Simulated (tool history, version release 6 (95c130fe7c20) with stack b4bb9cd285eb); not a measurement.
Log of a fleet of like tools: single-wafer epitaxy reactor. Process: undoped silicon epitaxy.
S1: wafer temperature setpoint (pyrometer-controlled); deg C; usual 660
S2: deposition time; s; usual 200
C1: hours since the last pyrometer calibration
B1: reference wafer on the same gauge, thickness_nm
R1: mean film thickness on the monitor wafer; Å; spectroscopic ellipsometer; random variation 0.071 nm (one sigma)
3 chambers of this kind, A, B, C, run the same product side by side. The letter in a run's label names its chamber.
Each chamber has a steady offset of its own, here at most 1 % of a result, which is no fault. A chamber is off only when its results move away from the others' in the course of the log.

run   hour   S1   S2      C1      B1      R1
 1B    8.8  660  200  1411.7  39.793  418.92
 2C   22.2  660  200  1278.4  39.782  417.74
 3A   31.8  660  200  1817.2  39.742  416.37
 4C   38.8  660  200  1295.0  39.749  417.69
      48.5  -- chamber C: pyrometer calibrated
 5B   52.6  660  200  1455.5  39.734  418.26
 6A   63.9  660  200  1849.3  39.717  414.13
 7C   71.4  660  200    23.0  39.708  417.83
 8B   80.1  660  200  1483.0  39.703  417.63
 9A   89.6  660  200  1875.0  39.677  414.39
10C   98.3  648  200    49.9  39.660  321.67
11A  109.2  648  200  1894.6  39.644  319.07
12B  116.5  648  200  1519.4  39.666  322.40
13A  125.7  660  200  1911.1  39.636  412.36
14B  136.7  660  200  1539.6  39.622  417.78
15C  144.9  660  200    96.5  39.617  415.73
16B  156.2  660  200  1559.1  39.617  417.51
17C  164.3  660  200   115.9  39.614  415.35
18A  174.8  651  200  1960.2  39.576  340.65
19A  188.6  651  200  1974.0  39.572  339.04
20B  198.2  651  200  1601.1  39.540  342.38
21C  209.7  660  200   161.3  39.540  413.78

Is one chamber off against the others, does the gauge drift, or is nothing wrong? If a chamber is off, say which, and what the likeliest cause is.

The gauge drifts, so all chambers seem to drift together. No chamber is off.
Cause: gauge reads low (%) = 0.711.

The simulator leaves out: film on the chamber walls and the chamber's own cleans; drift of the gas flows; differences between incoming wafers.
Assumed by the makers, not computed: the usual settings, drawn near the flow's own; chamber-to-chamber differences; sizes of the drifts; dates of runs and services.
